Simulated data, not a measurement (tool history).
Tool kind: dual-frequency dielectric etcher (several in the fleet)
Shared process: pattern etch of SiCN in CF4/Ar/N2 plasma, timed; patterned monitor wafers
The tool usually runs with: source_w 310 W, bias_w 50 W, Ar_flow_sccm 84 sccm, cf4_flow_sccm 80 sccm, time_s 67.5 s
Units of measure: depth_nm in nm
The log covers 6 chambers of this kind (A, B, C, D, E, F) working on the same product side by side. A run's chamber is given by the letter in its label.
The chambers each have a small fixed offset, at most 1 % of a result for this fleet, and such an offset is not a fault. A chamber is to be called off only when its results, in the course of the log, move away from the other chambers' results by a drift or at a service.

run,day,source_w,bias_w,Ar_flow_sccm,cf4_flow_sccm,time_s,hours since the last wet clean,hours since the last source power generator calibration,hours since the last bias power generator calibration,hours since the last Ar flow controller change,hours since the last CF4 flow controller change,"read-back reference wafer on the same gauge, depth_nm",depth_nm
1B,0.2,310,50,84,80,67.5,228.3,2784.6,2150.2,447.2,212.5,42.691,38.819
2A,0.342,310,50,84,80,67.5,364.1,181.2,1583.2,1561.7,2343.4,42.696,39.037
3F,0.571,310,50,84,80,67.5,88.3,104.8,453.5,1216.4,1992.2,42.686,39.081
4C,0.892,310,50,84,80,67.5,295.5,1290.4,2312.4,1183.4,5084.1,42.687,38.408
5D,1.096,310,50,84,80,67.5,380.9,1670.7,74.2,2188.2,2485.6,42.682,38.689
6E,1.408,310,50,84,80,67.5,245.1,276,1256,2732.9,2027.4,42.664,38.823
7E,1.721,310,50,84,80,67.5,252.6,283.5,1263.5,2740.4,2034.9,42.66,38.855
8A,1.862,310,50,84,80,53,400.6,217.7,1619.7,1598.2,2379.9,42.664,30.592
# day 2.004: chamber D: CF4 flow controller replaced
9C,2.142,310,50,84,80,53,325.5,1320.4,2342.4,1213.4,5114.1,42.651,30.075
10B,2.283,310,50,84,80,53,278.3,2834.6,2200.2,497.2,262.5,42.651,30.424
11F,2.462,310,50,84,80,53,133.7,150.2,498.9,1261.8,2037.6,42.646,30.578
12D,2.721,310,50,84,80,53,419.9,1709.7,113.2,2227.2,17.3,42.63,30.331
13A,3.025,310,50,84,80,53,428.5,245.6,1647.6,1626.1,2407.8,42.641,30.684
14F,3.212,310,50,84,80,67.5,151.7,168.2,516.9,1279.8,2055.6,42.618,38.945
15E,3.458,310,50,84,80,67.5,294.3,325.2,1305.2,2782.1,2076.6,42.628,38.815
# day 3.696: chamber A: wet clean of the chamber
16B,3.779,310,50,84,80,67.5,314.2,2870.5,2236.1,533.1,298.4,42.609,38.855
17D,4.071,310,50,84,80,67.5,452.3,1742.1,145.6,2259.6,49.7,42.613,38.656
18C,4.296,310,44,84,80,82,377.2,1372.1,2394.1,1265.1,5165.8,42.603,44.721
19B,4.5,310,44,84,80,82,331.5,2887.8,2253.4,550.4,315.7,42.597,45.224
20E,4.704,310,44,84,80,82,324.2,355.1,1335.1,2812,2106.5,42.595,45.355
# day 4.725: chamber C: CF4 flow controller replaced
21D,4.958,310,44,84,80,82,473.6,1763.4,166.9,2280.9,71,42.588,45.118
22F,5.112,310,44,84,80,82,197.3,213.8,562.5,1325.4,2101.2,42.586,45.418
23C,5.379,310,44,84,80,82,403.2,1398.1,2420.1,1291.1,15.8,42.568,44.741
24A,5.658,310,50,84,80,67.5,47.2,308.8,1710.8,1689.3,2471,42.573,38.907
# day 5.688: chamber C: bias power generator calibrated
25E,5.975,310,50,84,80,67.5,354.7,385.6,1365.6,2842.5,2137,42.573,38.837
26B,6.138,310,50,84,80,67.5,370.8,2927.1,2292.7,589.7,355,42.575,38.755
27D,6.329,310,50,84,80,67.5,506.5,1796.3,199.8,2313.8,103.9,42.555,38.63
28F,6.479,310,50,84,80,67.5,230.1,246.6,595.3,1358.2,2134,42.542,38.871
29A,6.696,310,50,84,80,67.5,72.1,333.7,1735.7,1714.2,2495.9,42.562,38.935
# day 6.75: chamber D: wet clean of the chamber
30C,6.858,310,50,84,80,67.5,438.7,1433.6,28.2,1326.6,51.3,42.552,38.263
31D,7.004,310,50,84,80,67.5,6.1,1812.5,216,2330,120.1,42.546,38.635
32A,7.212,310,50,84,80,67.5,84.5,346.1,1748.1,1726.6,2508.3,42.534,38.959
33B,7.538,310,50,84,80,67.5,404.4,2960.7,2326.3,623.3,388.6,42.531,38.69
34E,7.679,310,50,84,80,67.5,395.6,426.5,1406.5,2883.4,2177.9,42.516,38.809
35C,7.904,310,50,84,80,67.5,463.8,1458.7,53.3,1351.7,76.4,42.508,38.298
36F,8.067,310,50,84,80,67.5,268.2,284.7,633.4,1396.3,2172.1,42.524,38.909
37C,8.204,310,50,84,80,67.5,471,1465.9,60.5,1358.9,83.6,42.514,38.202

All chambers now run identical settings, listed one chamber a line with results as question marks. What results will each chamber show?
38A,8.433,310,50,84,80,67.5,,,,,,,?
38B,8.433,310,50,84,80,67.5,,,,,,,?
38C,8.433,310,50,84,80,67.5,,,,,,,?
38D,8.433,310,50,84,80,67.5,,,,,,,?
38E,8.433,310,50,84,80,67.5,,,,,,,?
38F,8.433,310,50,84,80,67.5,,,,,,,?

run,depth_nm
38A,38.922
38B,38.633
38C,38.262
38D,38.526
38E,38.737
38F,38.868
